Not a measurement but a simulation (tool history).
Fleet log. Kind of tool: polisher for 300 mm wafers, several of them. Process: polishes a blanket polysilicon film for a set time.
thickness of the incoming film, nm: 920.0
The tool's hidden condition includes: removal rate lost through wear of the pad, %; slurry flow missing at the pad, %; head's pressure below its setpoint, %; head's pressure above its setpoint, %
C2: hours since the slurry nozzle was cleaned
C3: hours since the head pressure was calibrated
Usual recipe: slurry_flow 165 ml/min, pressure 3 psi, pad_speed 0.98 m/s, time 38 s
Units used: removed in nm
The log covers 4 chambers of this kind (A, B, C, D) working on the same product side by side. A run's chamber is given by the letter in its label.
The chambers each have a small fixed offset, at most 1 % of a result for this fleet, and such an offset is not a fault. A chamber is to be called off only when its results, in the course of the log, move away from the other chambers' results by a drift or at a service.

{"run": "1A", "hour": 9.1, "slurry_flow": 165, "pressure": 3, "pad_speed": 0.98, "time": 38, "wafers polished on this pad": 466, "C2": 154.1, "C3": 271.7, "removed": 311.33}
{"hour": 13.6, "done": "chamber B: head pressure recalibrated"}
{"run": "2C", "hour": 17.7, "slurry_flow": 165, "pressure": 3, "pad_speed": 0.98, "time": 38, "wafers polished on this pad": 167, "C2": 28.3, "C3": 385, "removed": 318.09}
{"run": "3B", "hour": 25.0, "slurry_flow": 165, "pressure": 3, "pad_speed": 0.98, "time": 38, "wafers polished on this pad": 557, "C2": 105.1, "C3": 11.5, "removed": 315.99}
{"run": "4D", "hour": 36.2, "slurry_flow": 165, "pressure": 3, "pad_speed": 0.98, "time": 38, "wafers polished on this pad": 1428, "C2": 67.3, "C3": 98.4, "removed": 312.8}
{"hour": 41.0, "done": "chamber D: worn pad replaced by a new one"}
{"run": "5D", "hour": 44.3, "slurry_flow": 165, "pressure": 3, "pad_speed": 0.98, "time": 38, "wafers polished on this pad": 31, "C2": 75.4, "C3": 106.5, "removed": 318.56}
{"hour": 44.7, "done": "chamber B: worn pad replaced by a new one"}
{"run": "6C", "hour": 54.0, "slurry_flow": 165, "pressure": 3, "pad_speed": 0.98, "time": 38, "wafers polished on this pad": 503, "C2": 64.6, "C3": 421.3, "removed": 316.31}
{"run": "7B", "hour": 62.5, "slurry_flow": 165, "pressure": 3, "pad_speed": 0.98, "time": 38, "wafers polished on this pad": 165, "C2": 142.6, "C3": 49, "removed": 316.88}
{"run": "8A", "hour": 68.7, "slurry_flow": 165, "pressure": 3, "pad_speed": 0.98, "time": 38, "wafers polished on this pad": 1017, "C2": 213.7, "C3": 331.3, "removed": 312.69}
{"run": "9B", "hour": 77.1, "slurry_flow": 165, "pressure": 3, "pad_speed": 0.98, "time": 38, "wafers polished on this pad": 300, "C2": 157.2, "C3": 63.6, "removed": 318.32}
{"run": "10D", "hour": 88.0, "slurry_flow": 165, "pressure": 3, "pad_speed": 0.98, "time": 38, "wafers polished on this pad": 435, "C2": 119.1, "C3": 150.2, "removed": 314.7}
{"run": "11A", "hour": 93.6, "slurry_flow": 165, "pressure": 3, "pad_speed": 0.98, "time": 38, "wafers polished on this pad": 1247, "C2": 238.6, "C3": 356.2, "removed": 313.12}
{"run": "12C", "hour": 104.7, "slurry_flow": 165, "pressure": 3, "pad_speed": 0.98, "time": 38, "wafers polished on this pad": 971, "C2": 115.3, "C3": 472, "removed": 315.06}
{"hour": 108.1, "done": "chamber A: worn pad replaced by a new one"}
{"hour": 111.5, "done": "chamber B: worn pad replaced by a new one"}
{"run": "13C", "hour": 112.8, "slurry_flow": 165, "pressure": 3, "pad_speed": 0.98, "time": 38, "wafers polished on this pad": 1046, "C2": 123.4, "C3": 480.1, "removed": 317.36}
{"hour": 115.0, "done": "chamber A: slurry nozzle cleaned"}
{"run": "14A", "hour": 117.7, "slurry_flow": 165, "pressure": 3, "pad_speed": 0.98, "time": 38, "wafers polished on this pad": 89, "C2": 2.7, "C3": 380.3, "removed": 317.79}
{"run": "15D", "hour": 123.3, "slurry_flow": 165, "pressure": 3, "pad_speed": 0.98, "time": 38, "wafers polished on this pad": 761, "C2": 154.4, "C3": 185.5, "removed": 316.52}
{"run": "16B", "hour": 129.2, "slurry_flow": 165, "pressure": 3, "pad_speed": 0.98, "time": 38, "wafers polished on this pad": 164, "C2": 209.3, "C3": 115.7, "removed": 316.65}
{"run": "17A", "hour": 137.3, "slurry_flow": 165, "pressure": 3, "pad_speed": 0.98, "time": 38, "wafers polished on this pad": 270, "C2": 22.3, "C3": 399.9, "removed": 318.86}
{"run": "18B", "hour": 143.1, "slurry_flow": 165, "pressure": 3, "pad_speed": 0.98, "time": 38, "wafers polished on this pad": 292, "C2": 223.2, "C3": 129.6, "removed": 311.32}
{"hour": 149.2, "done": "chamber C: worn pad replaced by a new one"}
{"run": "19C", "hour": 152.0, "slurry_flow": 165, "pressure": 3, "pad_speed": 0.98, "time": 38, "wafers polished on this pad": 26, "C2": 162.6, "C3": 519.3, "removed": 316}
{"run": "20D", "hour": 157.0, "slurry_flow": 165, "pressure": 3, "pad_speed": 0.98, "time": 38, "wafers polished on this pad": 1073, "C2": 188.1, "C3": 219.2, "removed": 309.94}
{"run": "21D", "hour": 163.3, "slurry_flow": 165, "pressure": 3.6, "pad_speed": 0.98, "time": 42, "wafers polished on this pad": 1131, "C2": 194.4, "C3": 225.5, "removed": 420.74}
{"run": "22C", "hour": 169.6, "slurry_flow": 165, "pressure": 3.6, "pad_speed": 0.98, "time": 42, "wafers polished on this pad": 189, "C2": 180.2, "C3": 536.9, "removed": 419.41}
{"hour": 174.2, "done": "chamber B: worn pad replaced by a new one"}
{"run": "23A", "hour": 179.4, "slurry_flow": 165, "pressure": 3.6, "pad_speed": 0.98, "time": 42, "wafers polished on this pad": 659, "C2": 64.4, "C3": 442, "removed": 418.15}
{"run": "24B", "hour": 184.3, "slurry_flow": 165, "pressure": 3.6, "pad_speed": 0.98, "time": 42, "wafers polished on this pad": 93, "C2": 264.4, "C3": 170.8, "removed": 406.54}
{"run": "25B", "hour": 193.0, "slurry_flow": 165, "pressure": 3, "pad_speed": 0.98, "time": 38, "wafers polished on this pad": 174, "C2": 273.1, "C3": 179.5, "removed": 305.66}
{"run": "26A", "hour": 200.6, "slurry_flow": 165, "pressure": 3, "pad_speed": 0.98, "time": 38, "wafers polished on this pad": 855, "C2": 85.6, "C3": 463.2, "removed": 318.04}
{"run": "27D", "hour": 209.5, "slurry_flow": 165, "pressure": 3, "pad_speed": 0.98, "time": 38, "wafers polished on this pad": 1558, "C2": 240.6, "C3": 271.7, "removed": 317.67}
{"hour": 211.1, "done": "chamber D: worn pad replaced by a new one"}
{"hour": 215.4, "done": "chamber C: head pressure recalibrated"}
{"run": "28C", "hour": 217.3, "slurry_flow": 165, "pressure": 3, "pad_speed": 0.98, "time": 38, "wafers polished on this pad": 630, "C2": 227.9, "C3": 2, "removed": 315.52}
{"run": "29B", "hour": 227.6, "slurry_flow": 165, "pressure": 3, "pad_speed": 0.98, "time": 38, "wafers polished on this pad": 494, "C2": 307.7, "C3": 214.1, "removed": 307.3}
{"run": "30C", "hour": 232.5, "slurry_flow": 165, "pressure": 3, "pad_speed": 0.98, "time": 38, "wafers polished on this pad": 770, "C2": 243.1, "C3": 17.2, "removed": 313.05}
{"run": "31D", "hour": 240.4, "slurry_flow": 165, "pressure": 3, "pad_speed": 0.98, "time": 31, "wafers polished on this pad": 270, "C2": 271.5, "C3": 302.6, "removed": 257.51}

Each of the 4 chambers runs these same settings next. Fill in every chamber's results:
{"run": "32A", "hour": 248.4, "slurry_flow": 115, "pressure": 3, "pad_speed": 0.98, "time": 38, "removed": "?"}
{"run": "32B", "hour": 248.4, "slurry_flow": 115, "pressure": 3, "pad_speed": 0.98, "time": 38, "removed": "?"}
{"run": "32C", "hour": 248.4, "slurry_flow": 115, "pressure": 3, "pad_speed": 0.98, "time": 38, "removed": "?"}
{"run": "32D", "hour": 248.4, "slurry_flow": 115, "pressure": 3, "pad_speed": 0.98, "time": 38, "removed": "?"}

run=32A removed=294.97
run=32B removed=281.45
run=32C removed=294.81
run=32D removed=298.1
